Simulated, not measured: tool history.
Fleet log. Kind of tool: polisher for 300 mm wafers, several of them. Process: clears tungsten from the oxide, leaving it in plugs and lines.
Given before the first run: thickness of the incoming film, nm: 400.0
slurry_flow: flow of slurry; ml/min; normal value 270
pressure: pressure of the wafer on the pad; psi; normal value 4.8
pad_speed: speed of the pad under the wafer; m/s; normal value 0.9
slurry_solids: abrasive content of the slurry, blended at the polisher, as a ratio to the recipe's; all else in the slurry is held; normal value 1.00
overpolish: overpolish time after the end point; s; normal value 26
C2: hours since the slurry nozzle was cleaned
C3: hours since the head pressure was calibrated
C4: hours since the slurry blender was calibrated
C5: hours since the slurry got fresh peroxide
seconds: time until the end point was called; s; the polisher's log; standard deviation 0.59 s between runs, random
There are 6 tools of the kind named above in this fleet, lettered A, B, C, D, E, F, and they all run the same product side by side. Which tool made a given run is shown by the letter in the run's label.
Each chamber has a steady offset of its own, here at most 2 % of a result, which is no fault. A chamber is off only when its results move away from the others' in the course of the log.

Run 1B, day 0.292: usual settings; wafers polished on this pad 1178; C2 477.1; C3 426.9; C4 79.8; C5 34.2. Result: seconds 66.225 s.
At day 0.338: chamber A: slurry nozzle cleaned.
Run 2A, day 0.562: usual settings; wafers polished on this pad 287; C2 5.4; C3 267.9; C4 47.9; C5 34.2. Result: seconds 65.727 s.
At day 0.700: chamber E: slurry tank refilled with fresh slurry and peroxide.
At day 0.742: chamber E: worn pad replaced by a new one.
Run 3E, day 0.875: usual settings; wafers polished on this pad 28; C2 544.5; C3 740.6; C4 34.9; C5 4.3. Result: seconds 66.562 s.
Run 4F, day 1.267: usual settings; wafers polished on this pad 305; C2 361.6; C3 237.5; C4 128.9; C5 78.9. Result: seconds 65.964 s.
At day 1.304: chamber B: worn pad replaced by a new one.
At day 1.379: chamber F: slurry blender recalibrated.
At day 1.592: chamber F: slurry tank refilled with fresh slurry and peroxide.
Run 5D, day 1.708: usual settings; wafers polished on this pad 677; C2 630.0; C3 157.2; C4 279.4; C5 149.5. Result: seconds 66.776 s.
Run 6C, day 2.129: usual settings; wafers polished on this pad 1301; C2 133.5; C3 521.0; C4 75.7; C5 83.6. Result: seconds 66.337 s.
At day 2.175: chamber B: slurry tank refilled with fresh slurry and peroxide.
At day 2.262: chamber D: slurry nozzle cleaned.
At day 2.333: chamber C: worn pad replaced by a new one.
At day 2.425: chamber D: slurry tank refilled with fresh slurry and peroxide.
Run 7D, day 2.608: usual settings; wafers polished on this pad 869; C2 8.4; C3 178.8; C4 301.0; C5 4.4. Result: seconds 67.347 s.
Run 8C, day 3.133: usual settings; wafers polished on this pad 170; C2 157.6; C3 545.1; C4 99.8; C5 107.7. Result: seconds 67.221 s.
At day 3.404: chamber A: slurry tank refilled with fresh slurry and peroxide.
Run 9E, day 3.483: usual settings; wafers polished on this pad 584; C2 607.1; C3 803.2; C4 97.5; C5 66.9. Result: seconds 67.318 s.
Run 10B, day 4.021: usual settings; wafers polished on this pad 580; C2 566.6; C3 516.4; C4 169.3; C5 44.4. Result: seconds 67.998 s.
At day 4.379: chamber E: slurry tank refilled with fresh slurry and peroxide.
Run 11F, day 4.525: usual settings but pressure 5.4 psi; wafers polished on this pad 1000; C2 439.8; C3 315.7; C4 75.6; C5 70.5. Result: seconds 59.834 s.
Run 12A, day 4.988: usual settings but pressure 5.4 psi; wafers polished on this pad 1231; C2 111.6; C3 374.1; C4 154.1; C5 38.0. Result: seconds 60.052 s.
At day 5.012: chamber F: slurry tank refilled with fresh slurry and peroxide.
At day 5.292: chamber C: slurry tank refilled with fresh slurry and peroxide.
Run 13B, day 5.358: usual settings but pressure 5.4 psi; wafers polished on this pad 865; C2 598.7; C3 548.5; C4 201.4; C5 76.5. Result: seconds 60.222 s.
At day 5.504: chamber B: slurry tank refilled with fresh slurry and peroxide.
At day 5.579: chamber E: worn pad replaced by a new one.
Run 14D, day 5.596: usual settings but pressure 5.4 psi; wafers polished on this pad 1507; C2 80.1; C3 250.5; C4 372.7; C5 76.1. Result: seconds 59.352 s.
At day 5.654: chamber A: worn pad replaced by a new one.
At day 5.950: chamber D: worn pad replaced by a new one.
At day 6.079: chamber F: worn pad replaced by a new one.
Run 15C, day 6.121: usual settings but pressure 5.4 psi; wafers polished on this pad 808; C2 229.3; C3 616.8; C4 171.5; C5 20.0. Result: seconds 59.677 s.
Run 16E, day 6.421: usual settings but pressure 5.4 psi; wafers polished on this pad 180; C2 677.6; C3 873.7; C4 168.0; C5 49.1. Result: seconds 58.537 s.
Run 17F, day 6.850: usual settings; wafers polished on this pad 164; C2 495.6; C3 371.5; C4 131.4; C5 44.2. Result: seconds 66.602 s.
At day 6.858: chamber B: slurry blender recalibrated.
At day 6.967: chamber D: slurry blender recalibrated.
Run 18A, day 7.204: usual settings; wafers polished on this pad 330; C2 164.8; C3 427.3; C4 207.3; C5 91.2. Result: seconds 64.924 s.
Run 19B, day 7.492: usual settings; wafers polished on this pad 1320; C2 649.9; C3 599.7; C4 15.3; C5 47.7. Result: seconds 66.692 s.
At day 7.633: chamber E: slurry tank refilled with fresh slurry and peroxide.
Run 20E, day 7.858: usual settings; wafers polished on this pad 486; C2 712.1; C3 908.2; C4 202.5; C5 5.4. Result: seconds 67.237 s.
At day 8.150: chamber F: slurry tank refilled with fresh slurry and peroxide.
At day 8.183: chamber B: slurry nozzle cleaned.
Run 21C, day 8.296: usual settings; wafers polished on this pad 1272; C2 281.5; C3 669.0; C4 223.7; C5 72.2. Result: seconds 66.739 s.
At day 8.342: chamber D: slurry tank refilled with fresh slurry and peroxide.
At day 8.512: chamber F: slurry blender recalibrated.
Run 22F, day 8.567: usual settings; wafers polished on this pad 530; C2 536.8; C3 412.7; C4 1.3; C5 10.0. Result: seconds 67.226 s.
At day 8.612: chamber B: slurry tank refilled with fresh slurry and peroxide.
At day 8.688: chamber B: worn pad replaced by a new one.
Run 23D, day 9.025: usual settings; wafers polished on this pad 656; C2 162.4; C3 332.8; C4 49.5; C5 16.4. Result: seconds 66.259 s.
At day 9.029: chamber A: slurry tank refilled with fresh slurry and peroxide.
At day 9.054: chamber C: worn pad replaced by a new one.
At day 9.067: chamber A: slurry blender recalibrated.
At day 9.092: chamber E: head pressure recalibrated.
At day 9.312: chamber E: slurry nozzle cleaned.
Run 24A, day 9.421: usual settings; wafers polished on this pad 803; C2 218.0; C3 480.5; C4 8.6; C5 9.4. Result: seconds 66.355 s.
At day 9.433: chamber E: worn pad replaced by a new one.
At day 9.725: chamber C: slurry nozzle cleaned.
Run 25D, day 9.800: usual settings; wafers polished on this pad 821; C2 181.0; C3 351.4; C4 68.1; C5 35.0. Result: seconds 66.567 s.
At day 9.971: chamber C: slurry blender recalibrated.
Run 26F, day 10.312: usual settings; wafers polished on this pad 903; C2 578.7; C3 454.6; C4 43.2; C5 51.9. Result: seconds 66.733 s.
At day 10.638: chamber C: slurry tank refilled with fresh slurry and peroxide.
At day 10.708: chamber E: slurry tank refilled with fresh slurry and peroxide.
Run 27C, day 10.746: usual settings; wafers polished on this pad 361; C2 24.5; C3 727.8; C4 18.6; C5 2.6. Result: seconds 67.171 s.
Run 28B, day 10.992: usual settings; wafers polished on this pad 491; C2 67.4; C3 683.7; C4 99.3; C5 57.1. Result: seconds 66.925 s.
Run 29A, day 11.242: usual settings; wafers polished on this pad 1191; C2 261.7; C3 524.2; C4 52.3; C5 53.1. Result: seconds 65.878 s.
At day 11.475: chamber F: slurry tank refilled with fresh slurry and peroxide.
Run 30E, day 11.492: usual settings; wafers polished on this pad 439; C2 52.4; C3 57.7; C4 289.7; C5 18.8. Result: seconds 67.386 s.
At day 11.721: chamber B: slurry tank refilled with fresh slurry and peroxide.
Run 31B, day 11.883: usual settings; wafers polished on this pad 682; C2 88.8; C3 705.1; C4 120.7; C5 3.9. Result: seconds 65.688 s.
Run 32D, day 12.383: usual settings; wafers polished on this pad 1372; C2 243.0; C3 413.4; C4 130.1; C5 97.0. Result: seconds 66.126 s.
At day 12.546: chamber F: worn pad replaced by a new one.
Run 33F, day 12.858: usual settings; wafers polished on this pad 67; C2 639.8; C3 515.7; C4 104.3; C5 33.3. Result: seconds 66.691 s.
At day 13.129: chamber A: worn pad replaced by a new one.
At day 13.162: chamber E: worn pad replaced by a new one.
Run 34A, day 13.233: usual settings; wafers polished on this pad 23; C2 309.5; C3 572.0; C4 100.1; C5 100.9. Result: seconds 66.574 s.
At day 13.271: chamber D: worn pad replaced by a new one.
At day 13.529: chamber E: slurry blender recalibrated.
Run 35C, day 13.658: usual settings; wafers polished on this pad 982; C2 94.4; C3 797.7; C4 88.5; C5 72.5. Result: seconds 65.910 s.
At day 13.854: chamber E: slurry tank refilled with fresh slurry and peroxide.
Run 36E, day 13.908: usual settings; wafers polished on this pad 159; C2 110.4; C3 115.7; C4 9.1; C5 1.3. Result: seconds 66.595 s.
At day 13.954: chamber F: slurry blender recalibrated.
At day 14.158: chamber A: slurry tank refilled with fresh slurry and peroxide.
Run 37E, day 14.167: usual settings; wafers polished on this pad 214; C2 116.6; C3 121.9; C4 15.3; C5 7.5. Result: seconds 67.137 s.
At day 14.525: chamber D: slurry tank refilled with fresh slurry and peroxide.
At day 14.633: chamber F: slurry tank refilled with fresh slurry and peroxide.
Run 38C, day 14.662: usual settings; wafers polished on this pad 1196; C2 118.5; C3 821.8; C4 112.6; C5 96.6. Result: seconds 66.425 s.
Run 39B, day 14.904: usual settings but pressure 3.3 psi; wafers polished on this pad 1326; C2 161.3; C3 777.6; C4 193.2; C5 76.4. Result: seconds 97.511 s.
At day 15.067: chamber B: slurry tank refilled with fresh slurry and peroxide.
Run 40D, day 15.238: usual settings but pressure 3.3 psi; wafers polished on this pad 419; C2 311.5; C3 481.9; C4 198.6; C5 17.2. Result: seconds 93.101 s.
At day 15.471: chamber B: worn pad replaced by a new one.
Run 41F, day 15.550: usual settings but pressure 3.3 psi; wafers polished on this pad 641; C2 704.4; C3 580.3; C4 38.3; C5 22.1. Result: seconds 98.123 s.
At day 15.621: chamber C: worn pad replaced by a new one.
Run 42A, day 15.846: usual settings but pressure 3.3 psi; wafers polished on this pad 580; C2 372.2; C3 634.7; C4 162.8; C5 40.5. Result: seconds 95.896 s.
Run 43C, day 16.142: usual settings but pressure 3.3 psi; wafers polished on this pad 111; C2 154.0; C3 857.3; C4 148.1; C5 132.1. Result: seconds 96.031 s.
Run 44B, day 16.667: usual settings but pressure 3.3 psi; wafers polished on this pad 255; C2 203.6; C3 819.9; C4 235.5; C5 38.4. Result: seconds 97.354 s.

The same settings go to every chamber for the next run, one line per chamber below. Forecast the results for each:
Run 45A, day 17.054: usual settings but slurry_solids 1.15. Result: seconds ?.
Run 45B, day 17.054: usual settings but slurry_solids 1.15. Result: seconds ?.
Run 45C, day 17.054: usual settings but slurry_solids 1.15. Result: seconds ?.
Run 45D, day 17.054: usual settings but slurry_solids 1.15. Result: seconds ?.
Run 45E, day 17.054: usual settings but slurry_solids 1.15. Result: seconds ?.
Run 45F, day 17.054: usual settings but slurry_solids 1.15. Result: seconds ?.

run  seconds
45A   63.476
45B   64.664
45C   64.072
45D   61.134
45E   63.704
45F   64.944
